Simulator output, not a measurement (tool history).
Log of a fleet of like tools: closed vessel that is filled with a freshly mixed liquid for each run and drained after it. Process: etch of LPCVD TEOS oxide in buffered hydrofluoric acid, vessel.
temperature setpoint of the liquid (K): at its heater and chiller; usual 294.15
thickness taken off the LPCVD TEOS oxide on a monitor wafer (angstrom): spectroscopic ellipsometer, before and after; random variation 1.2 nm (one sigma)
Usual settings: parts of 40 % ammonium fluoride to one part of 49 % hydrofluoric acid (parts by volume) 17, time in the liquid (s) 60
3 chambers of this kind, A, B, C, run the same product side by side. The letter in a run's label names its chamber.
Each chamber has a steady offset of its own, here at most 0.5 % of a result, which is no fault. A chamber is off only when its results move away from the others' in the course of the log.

run   hour  temperature setpoint of the liquid (K)  parts of 40 % ammonium fluoride to one part of 49 % hydrofluoric acid (parts by volume)  time in the liquid (s)  hours since the thermometer was replaced  hours since the hydrofluoric acid flow meter was replaced  read-back film thickness of the LPCVD TEOS oxide reference wafer, read on the same gauge (nm)  thickness taken off the LPCVD TEOS oxide on a monitor wafer (angstrom)
 1B    6.4                                  294.15                                                                                       17                      60                                    2567.8                                                     1032.9                                                                                         80.021                                                                  1449.3
      13.8  -- chamber B: thermometer replaced
 2A   13.8                                  294.15                                                                                       17                      60                                        19                                                      840.1                                                                                         79.972                                                                  1442.4
 3C     24                                  294.15                                                                                       17                      60                                       518                                                      779.7                                                                                         79.973                                                                  1437.4
 4B     30                                  294.15                                                                                       17                      60                                      16.2                                                     1056.5                                                                                         79.978                                                                  1459.1
 5C   38.3                                  294.15                                                                                       17                      60                                     532.3                                                        794                                                                                         80.002                                                                  1446.2
 6A   43.1                                  294.15                                                                                     21.5                      80                                      48.3                                                      869.4                                                                                         79.981                                                                  1569.6
 7A   48.2                                  294.15                                                                                     21.5                      80                                      53.4                                                      874.5                                                                                         80.005                                                                  1571.3
 8C   57.2                                  294.15                                                                                     21.5                      80                                     551.2                                                      812.9                                                                                         80.008                                                                  1565.6
 9B   65.2                                  294.15                                                                                       17                      60                                      51.4                                                     1091.7                                                                                         80.027                                                                  1443.8
10C   75.7                                  294.15                                                                                       17                      60                                     569.7                                                      831.4                                                                                         80.005                                                                  1441.5
11B   85.5                                  294.15                                                                                       17                      60                                      71.7                                                       1112                                                                                         80.007                                                                  1451.5
      90.9  -- chamber C: thermometer replaced
12A   93.2                                  294.15                                                                                       17                      60                                      98.4                                                      919.5                                                                                         80.001                                                                    1442
13A    104                                  294.15                                                                                       17                      60                                     109.2                                                      930.3                                                                                         80.005                                                                  1458.6
14B  110.6                                  298.65                                                                                     11.5                      60                                      96.8                                                     1137.1                                                                                         79.985                                                                  2682.4
15C  119.5                                  298.65                                                                                     11.5                      60                                      28.6                                                      875.2                                                                                         80.015                                                                  2721.7
16B    129                                  298.65                                                                                     11.5                      60                                     115.2                                                     1155.5                                                                                         79.997                                                                  2700.3
17A  133.7                                  294.15                                                                                       17                      60                                     138.9                                                        960                                                                                         80.001                                                                  1440.4
18C  141.3                                  294.15                                                                                       17                      60                                      50.4                                                        897                                                                                         79.964                                                                  1448.8
19B    151                                  294.15                                                                                       17                      60                                     137.2                                                     1177.5                                                                                         80.003                                                                  1427.6
20C  160.5                                  294.15                                                                                       17                      60                                      69.6                                                      916.2                                                                                         79.985                                                                  1443.3
21A  165.7                                  294.15                                                                                       17                      60                                     170.9                                                        992                                                                                         80.029                                                                  1438.7
22B  172.7                                  291.65                                                                                       17                      50                                     158.9                                                     1199.2                                                                                         79.967                                                                  1020.8
23A  181.8                                  291.65                                                                                       17                      50                                       187                                                     1008.1                                                                                         79.993                                                                  1068.2
     190.7  -- chamber C: hydrofluoric acid flow meter replaced
24C  190.9                                  291.65                                                                                       17                      50                                       100                                                        0.3                                                                                         80.012                                                                  1051.9
25B  200.5                                  294.15                                                                                       17                      60                                     186.7                                                       1227                                                                                          79.99                                                                  1373.1
26C  208.8                                  294.15                                                                                       17                      60                                     117.9                                                       18.2                                                                                         80.001                                                                    1432
27A  213.6                                  294.15                                                                                       17                      60                                     218.8                                                     1039.9                                                                                         80.026                                                                  1436.1
28C  222.1                                  298.65                                                                                       17                      60                                     131.2                                                       31.5                                                                                         79.991                                                                  1839.3
29A  228.3                                  298.65                                                                                       17                      60                                     233.5                                                     1054.6                                                                                         80.017                                                                  1848.2
30B  236.8                                  298.65                                                                                       17                      60                                       223                                                     1263.3                                                                                         80.004                                                                  1752.8
31B  245.1                                  294.15                                                                                       17                      60                                     231.3                                                     1271.6                                                                                         79.974                                                                  1348.4
32C  255.7                                  294.15                                                                                       17                      60                                     164.8                                                       65.1                                                                                         80.005                                                                  1435.5
33A  264.9                                  294.15                                                                                       17                      60                                     270.1                                                     1091.2                                                                                         79.997                                                                  1443.6
34B    273                                  294.15                                                                                       17                      60                                     259.2                                                     1299.5                                                                                         80.005                                                                  1340.7
35A  278.6                                  294.15                                                                                       17                      60                                     283.8                                                     1104.9                                                                                         80.021                                                                  1449.4

What goes on in this fleet: one chamber off, a drifting gauge, or nothing beyond the chambers' own small offsets? Name the chamber and the cause, if any.

Chamber B drifts away from the others.
Cause: hydrofluoric acid flow below the setpoint (%) = 8.05.
The log may not tell that from: liquid colder than its thermometer reads (K).

Here are 4 candidates for chamber B's next run, each the usual settings with a change, their results left as question marks. Which one brings its results back in line with what the others give on the usual settings?
In line means no further than this from the other chambers' mean on the usual settings: thickness taken off the LPCVD TEOS oxide on a monitor wafer (angstrom) 43
36B-1  286.2                                  295.65                                                                                       17                      60                                                                                                                                                                                                                                                                           ?
36B-2  286.2                                  293.65                                                                                       18                      60                                                                                                                                                                                                                                                                           ?
36B-3  286.2                                  294.15                                                                                     17.5                      60                                                                                                                                                                                                                                                                           ?
36B-4  286.2                                  294.15                                                                                     16.5                      60                                                                                                                                                                                                                                                                           ?

The other chambers' mean on the usual settings: thickness taken off the LPCVD TEOS oxide on a monitor wafer (angstrom) 1445.1
  run  thickness taken off the LPCVD TEOS oxide on a monitor wafer (angstrom)
36B-1                                                                  1442.9
36B-2                                                                  1221.2
36B-3                                                                  1291.1
36B-4                                                                  1369.5
36B-1 brings the chamber back in line.
